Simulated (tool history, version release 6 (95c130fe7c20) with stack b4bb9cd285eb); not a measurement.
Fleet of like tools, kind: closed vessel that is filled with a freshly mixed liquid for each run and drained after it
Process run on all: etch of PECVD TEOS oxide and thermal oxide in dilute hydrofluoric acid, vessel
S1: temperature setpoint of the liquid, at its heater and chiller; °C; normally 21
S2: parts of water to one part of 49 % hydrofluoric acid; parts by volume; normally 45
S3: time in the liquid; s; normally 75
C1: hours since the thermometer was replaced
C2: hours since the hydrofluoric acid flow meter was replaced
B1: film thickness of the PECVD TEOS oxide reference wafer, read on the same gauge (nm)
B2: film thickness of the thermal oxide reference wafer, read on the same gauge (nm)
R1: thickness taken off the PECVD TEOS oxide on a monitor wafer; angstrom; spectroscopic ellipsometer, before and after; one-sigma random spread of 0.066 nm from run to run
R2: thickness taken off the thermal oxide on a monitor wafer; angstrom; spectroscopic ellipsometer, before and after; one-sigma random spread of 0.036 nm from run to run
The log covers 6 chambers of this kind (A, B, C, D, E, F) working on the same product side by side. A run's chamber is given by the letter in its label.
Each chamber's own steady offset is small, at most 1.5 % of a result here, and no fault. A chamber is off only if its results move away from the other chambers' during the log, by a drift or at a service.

run   hour  S1  S2   S3      C1      C2      B1      B2      R1      R2
 1E    6.7  21  45   75   425.5   283.3  70.006  120.03  170.63  73.473
 2A   15.5  21  45   75   937.7  1081.2  69.993     120  174.49  74.458
 3D   23.3  21  45   75  1793.5   270.5  69.979  120.04  170.44  73.708
 4F   32.1  21  45   75  1330.9  1407.3  70.002  119.99  174.98  73.665
 5B   39.2  21  45   75  2028.3  1452.1  70.025  120.03  173.85  72.054
 6C     44  21  45   75   516.4   617.9  69.994     120  173.52   73.57
 7C   49.4  21  45   75   521.8   623.3  70.016  119.99  172.83  73.418
 8E   57.4  21  45   75   476.2     334  69.987  120.02  171.16  74.534
 9D   65.5  21  45   75  1835.7   312.7  70.002  120.03  171.78  73.593
10F   75.2  21  30   75    1374  1450.4  69.994  120.03  265.96  111.91
11B   79.8  21  30   75  2068.9  1492.7  70.014  119.97  266.93  111.02
12A     85  21  30   75  1007.2  1150.7      70  120.01   265.6  112.16
13A   93.2  21  30   75  1015.4  1158.9  70.025     120  264.64  113.05
14B  102.4  21  30   75  2091.5  1515.3  69.994  120.02  268.97  110.37
15F  112.4  21  30   75  1411.2  1487.6  69.989  119.95  265.66   111.7
16C    119  21  45   75   591.4   692.9  70.005     120  174.14  73.744
17D  129.3  21  55   90  1899.5   376.5   69.99  120.03  167.16  71.445
18E  136.7  21  55   90   555.5   413.3  70.008  119.98     167  72.134
19A  146.6  21  55   90  1068.8  1212.3  69.997  119.99  167.53  72.297
     151.5  -- chamber C: hydrofluoric acid flow meter replaced
20B  153.3  21  55   90  2142.4  1566.2  70.019     120  168.39  69.506
21C  161.4  21  55   90   633.8     9.9  70.008  119.98  166.27  71.125
22D  168.2  21  55   90  1938.4   415.4  70.019  120.01  166.93  71.657
23E  176.5  21  45   75   595.3   453.1  70.019  120.01  170.71  73.644
24F  184.4  21  45  105  1483.2  1559.6  69.994  120.01  242.73  103.07
     191.3  -- chamber F: hydrofluoric acid flow meter replaced
25C  193.5  21  45  105   665.9      42  69.986  120.02  241.99   102.4
26A    200  21  45  105  1122.2  1265.7  69.983  119.97  243.26  104.21
27F  204.7  21  45  105  1503.5    13.5  69.997  120.02  244.31  103.26
28E  211.8  21  45  105   630.6   488.4  69.981  119.99  240.23  103.51
29B  220.3  21  45  105  2209.4  1633.2   69.99  120.05     245  100.37
30D  225.1  21  45   75  1995.3   472.3  69.984  120.02  172.04  73.434
31D  231.2  21  45   75  2001.4   478.4  70.001  120.03  171.49  73.287
32E  238.6  21  55   75   657.4   515.2   70.01  119.95  139.11  59.443
33B  248.8  21  55   75  2237.9  1661.7  69.992  120.02  140.46  58.248
34F  258.9  21  55   75  1557.7    67.7  70.018  120.03  141.39  59.289
35A  265.8  21  55   75    1188  1331.5  70.017  119.98  139.97  60.155
36C  270.7  21  55   75   743.1   119.2  69.979  119.99  139.36  59.698
37D  276.9  21  55   75  2047.1   524.1  69.996  120.02  139.69  59.196

Is one chamber off against the others, does the gauge drift, or is nothing wrong? If a chamber is off, say which, and what the likeliest cause is.

Beyond each chamber's small constant offset nothing stands out, and the gauge stays steady.
